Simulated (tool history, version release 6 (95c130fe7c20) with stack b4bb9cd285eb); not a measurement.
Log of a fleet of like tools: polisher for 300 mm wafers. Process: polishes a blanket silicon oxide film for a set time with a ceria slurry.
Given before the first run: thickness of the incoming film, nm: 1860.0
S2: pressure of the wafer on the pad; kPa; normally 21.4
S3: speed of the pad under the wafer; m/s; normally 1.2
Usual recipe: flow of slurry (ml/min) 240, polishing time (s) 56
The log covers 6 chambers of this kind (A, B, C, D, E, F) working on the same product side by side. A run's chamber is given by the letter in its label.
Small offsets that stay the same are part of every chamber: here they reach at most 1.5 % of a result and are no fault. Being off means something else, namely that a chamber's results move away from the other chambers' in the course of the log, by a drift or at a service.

{"run": "1D", "hour": 11.0, "flow of slurry (ml/min)": 240, "S2": 21.4, "S3": 1.2, "polishing time (s)": 56, "film removed (Å)": 3229.2}
{"run": "2F", "hour": 22.0, "flow of slurry (ml/min)": 240, "S2": 21.4, "S3": 1.2, "polishing time (s)": 56, "film removed (Å)": 3194.8}
{"hour": 29.1, "done": "chamber F: slurry nozzle cleaned"}
{"hour": 32.1, "done": "chamber D: slurry nozzle cleaned"}
{"run": "3C", "hour": 32.5, "flow of slurry (ml/min)": 240, "S2": 21.4, "S3": 1.2, "polishing time (s)": 56, "film removed (Å)": 3179.7}
{"hour": 37.9, "done": "chamber F: worn pad replaced by a new one"}
{"run": "4B", "hour": 44.2, "flow of slurry (ml/min)": 240, "S2": 21.4, "S3": 1.2, "polishing time (s)": 56, "film removed (Å)": 3313.7}
{"hour": 46.5, "done": "chamber E: worn pad replaced by a new one"}
{"run": "5A", "hour": 55.9, "flow of slurry (ml/min)": 240, "S2": 21.4, "S3": 1.2, "polishing time (s)": 56, "film removed (Å)": 3252.7}
{"hour": 64.9, "done": "chamber A: worn pad replaced by a new one"}
{"run": "6E", "hour": 65.0, "flow of slurry (ml/min)": 240, "S2": 21.4, "S3": 1.2, "polishing time (s)": 56, "film removed (Å)": 3243.2}
{"hour": 74.3, "done": "chamber C: worn pad replaced by a new one"}
{"run": "7D", "hour": 77.8, "flow of slurry (ml/min)": 240, "S2": 21.4, "S3": 1.2, "polishing time (s)": 56, "film removed (Å)": 3146.5}
{"hour": 79.7, "done": "chamber B: worn pad replaced by a new one"}
{"hour": 82.9, "done": "chamber D: worn pad replaced by a new one"}
{"run": "8A", "hour": 84.5, "flow of slurry (ml/min)": 240, "S2": 21.4, "S3": 1.2, "polishing time (s)": 56, "film removed (Å)": 3248.4}
{"run": "9C", "hour": 91.1, "flow of slurry (ml/min)": 240, "S2": 21.4, "S3": 1.2, "polishing time (s)": 56, "film removed (Å)": 3220}
{"run": "10E", "hour": 101.1, "flow of slurry (ml/min)": 240, "S2": 21.4, "S3": 1.2, "polishing time (s)": 56, "film removed (Å)": 3227.9}
{"run": "11B", "hour": 107.9, "flow of slurry (ml/min)": 315, "S2": 21.4, "S3": 1.2, "polishing time (s)": 56, "film removed (Å)": 3358.1}
{"hour": 117.0, "done": "chamber F: worn pad replaced by a new one"}
{"hour": 118.4, "done": "chamber E: head pressure recalibrated"}
{"run": "12F", "hour": 121.0, "flow of slurry (ml/min)": 315, "S2": 21.4, "S3": 1.2, "polishing time (s)": 56, "film removed (Å)": 3292}
{"run": "13A", "hour": 131.6, "flow of slurry (ml/min)": 315, "S2": 21.4, "S3": 1.2, "polishing time (s)": 56, "film removed (Å)": 3343.3}
{"hour": 136.0, "done": "chamber B: head pressure recalibrated"}
{"run": "14B", "hour": 144.3, "flow of slurry (ml/min)": 315, "S2": 21.4, "S3": 1.2, "polishing time (s)": 56, "film removed (Å)": 3311.2}
{"hour": 147.4, "done": "chamber E: worn pad replaced by a new one"}
{"run": "15F", "hour": 151.5, "flow of slurry (ml/min)": 315, "S2": 21.4, "S3": 1.2, "polishing time (s)": 56, "film removed (Å)": 3343.9}
{"hour": 156.4, "done": "chamber C: worn pad replaced by a new one"}
{"run": "16D", "hour": 160.5, "flow of slurry (ml/min)": 315, "S2": 21.4, "S3": 1.2, "polishing time (s)": 56, "film removed (Å)": 3311.7}
{"run": "17C", "hour": 171.6, "flow of slurry (ml/min)": 240, "S2": 21.4, "S3": 1.2, "polishing time (s)": 56, "film removed (Å)": 3223.3}
{"hour": 174.4, "done": "chamber D: worn pad replaced by a new one"}
{"hour": 175.6, "done": "chamber B: worn pad replaced by a new one"}
{"run": "18E", "hour": 183.6, "flow of slurry (ml/min)": 240, "S2": 21.4, "S3": 1.2, "polishing time (s)": 56, "film removed (Å)": 3226.1}
{"run": "19C", "hour": 197.6, "flow of slurry (ml/min)": 240, "S2": 21.4, "S3": 1.2, "polishing time (s)": 43, "film removed (Å)": 2460.9}
{"hour": 200.5, "done": "chamber F: worn pad replaced by a new one"}
{"run": "20E", "hour": 203.9, "flow of slurry (ml/min)": 240, "S2": 21.4, "S3": 1.2, "polishing time (s)": 43, "film removed (Å)": 2517.5}
{"run": "21A", "hour": 212.8, "flow of slurry (ml/min)": 240, "S2": 21.4, "S3": 1.2, "polishing time (s)": 43, "film removed (Å)": 2445.7}
{"run": "22D", "hour": 224.0, "flow of slurry (ml/min)": 240, "S2": 21.4, "S3": 1.2, "polishing time (s)": 43, "film removed (Å)": 2466}
{"run": "23F", "hour": 232.2, "flow of slurry (ml/min)": 240, "S2": 21.4, "S3": 1.2, "polishing time (s)": 43, "film removed (Å)": 2488.8}
{"hour": 232.9, "done": "chamber A: worn pad replaced by a new one"}
{"hour": 239.7, "done": "chamber C: worn pad replaced by a new one"}
{"run": "24B", "hour": 241.5, "flow of slurry (ml/min)": 240, "S2": 21.4, "S3": 1.2, "polishing time (s)": 43, "film removed (Å)": 2505.8}
{"hour": 248.3, "done": "chamber D: slurry nozzle cleaned"}
{"hour": 252.4, "done": "chamber B: worn pad replaced by a new one"}
{"run": "25B", "hour": 255.3, "flow of slurry (ml/min)": 240, "S2": 21.4, "S3": 1.2, "polishing time (s)": 56, "film removed (Å)": 3256.1}
{"hour": 257.6, "done": "chamber E: worn pad replaced by a new one"}
{"run": "26E", "hour": 265.1, "flow of slurry (ml/min)": 240, "S2": 21.4, "S3": 1.2, "polishing time (s)": 56, "film removed (Å)": 3228}
{"hour": 267.1, "done": "chamber C: slurry nozzle cleaned"}
{"hour": 271.8, "done": "chamber D: worn pad replaced by a new one"}
{"run": "27A", "hour": 277.5, "flow of slurry (ml/min)": 240, "S2": 21.4, "S3": 1.2, "polishing time (s)": 56, "film removed (Å)": 3272}
{"hour": 285.9, "done": "chamber A: head pressure recalibrated"}
{"hour": 288.7, "done": "chamber F: worn pad replaced by a new one"}
{"run": "28C", "hour": 288.9, "flow of slurry (ml/min)": 240, "S2": 21.4, "S3": 1.2, "polishing time (s)": 56, "film removed (Å)": 3213.1}
{"hour": 292.9, "done": "chamber A: slurry nozzle cleaned"}
{"run": "29F", "hour": 298.2, "flow of slurry (ml/min)": 240, "S2": 21.4, "S3": 1.2, "polishing time (s)": 56, "film removed (Å)": 3179.7}
{"run": "30D", "hour": 310.4, "flow of slurry (ml/min)": 240, "S2": 21.4, "S3": 1.2, "polishing time (s)": 56, "film removed (Å)": 3230.9}
{"hour": 317.0, "done": "chamber C: worn pad replaced by a new one"}
{"run": "31B", "hour": 320.8, "flow of slurry (ml/min)": 240, "S2": 21.4, "S3": 1.2, "polishing time (s)": 56, "film removed (Å)": 3269.6}
{"run": "32A", "hour": 327.3, "flow of slurry (ml/min)": 315, "S2": 21.4, "S3": 1, "polishing time (s)": 56, "film removed (Å)": 2757.9}
{"hour": 328.7, "done": "chamber B: worn pad replaced by a new one"}
{"run": "33F", "hour": 335.9, "flow of slurry (ml/min)": 315, "S2": 21.4, "S3": 1, "polishing time (s)": 56, "film removed (Å)": 2730.7}
{"run": "34E", "hour": 349.5, "flow of slurry (ml/min)": 315, "S2": 21.4, "S3": 1, "polishing time (s)": 56, "film removed (Å)": 2764.9}
{"hour": 353.8, "done": "chamber E: worn pad replaced by a new one"}
{"run": "35C", "hour": 357.5, "flow of slurry (ml/min)": 315, "S2": 21.4, "S3": 1, "polishing time (s)": 56, "film removed (Å)": 2723}
{"run": "36D", "hour": 364.7, "flow of slurry (ml/min)": 315, "S2": 21.4, "S3": 1, "polishing time (s)": 56, "film removed (Å)": 2747}
{"hour": 369.0, "done": "chamber F: worn pad replaced by a new one"}
{"run": "37E", "hour": 378.6, "flow of slurry (ml/min)": 315, "S2": 21.4, "S3": 1, "polishing time (s)": 56, "film removed (Å)": 2725.2}
{"hour": 385.5, "done": "chamber D: worn pad replaced by a new one"}
{"hour": 386.0, "done": "chamber A: worn pad replaced by a new one"}
{"run": "38B", "hour": 386.5, "flow of slurry (ml/min)": 240, "S2": 21.4, "S3": 1.2, "polishing time (s)": 56, "film removed (Å)": 3235}
{"run": "39D", "hour": 394.1, "flow of slurry (ml/min)": 240, "S2": 21.4, "S3": 1.2, "polishing time (s)": 56, "film removed (Å)": 3238.4}
{"hour": 396.0, "done": "chamber C: worn pad replaced by a new one"}
{"run": "40A", "hour": 402.1, "flow of slurry (ml/min)": 240, "S2": 21.4, "S3": 1.2, "polishing time (s)": 56, "film removed (Å)": 3291.7}
{"run": "41C", "hour": 413.5, "flow of slurry (ml/min)": 240, "S2": 21.4, "S3": 1.2, "polishing time (s)": 56, "film removed (Å)": 3207.8}
{"run": "42F", "hour": 426.6, "flow of slurry (ml/min)": 240, "S2": 21.4, "S3": 1.2, "polishing time (s)": 56, "film removed (Å)": 3266.6}
{"run": "43D", "hour": 436.8, "flow of slurry (ml/min)": 240, "S2": 21.4, "S3": 1.2, "polishing time (s)": 56, "film removed (Å)": 3198}

Predict what each chamber gives when all 6 of them run the settings below next.
{"run": "44A", "hour": 447.1, "flow of slurry (ml/min)": 240, "S2": 21.4, "S3": 1.2, "polishing time (s)": 56, "film removed (Å)": "?"}
{"run": "44B", "hour": 447.1, "flow of slurry (ml/min)": 240, "S2": 21.4, "S3": 1.2, "polishing time (s)": 56, "film removed (Å)": "?"}
{"run": "44C", "hour": 447.1, "flow of slurry (ml/min)": 240, "S2": 21.4, "S3": 1.2, "polishing time (s)": 56, "film removed (Å)": "?"}
{"run": "44D", "hour": 447.1, "flow of slurry (ml/min)": 240, "S2": 21.4, "S3": 1.2, "polishing time (s)": 56, "film removed (Å)": "?"}
{"run": "44E", "hour": 447.1, "flow of slurry (ml/min)": 240, "S2": 21.4, "S3": 1.2, "polishing time (s)": 56, "film removed (Å)": "?"}
{"run": "44F", "hour": 447.1, "flow of slurry (ml/min)": 240, "S2": 21.4, "S3": 1.2, "polishing time (s)": 56, "film removed (Å)": "?"}

run=44A film_removed_(Å)=3282.1
run=44B film_removed_(Å)=3241.2
run=44C film_removed_(Å)=3226.6
run=44D film_removed_(Å)=3155.1
run=44E film_removed_(Å)=3200
run=44F film_removed_(Å)=3210.3
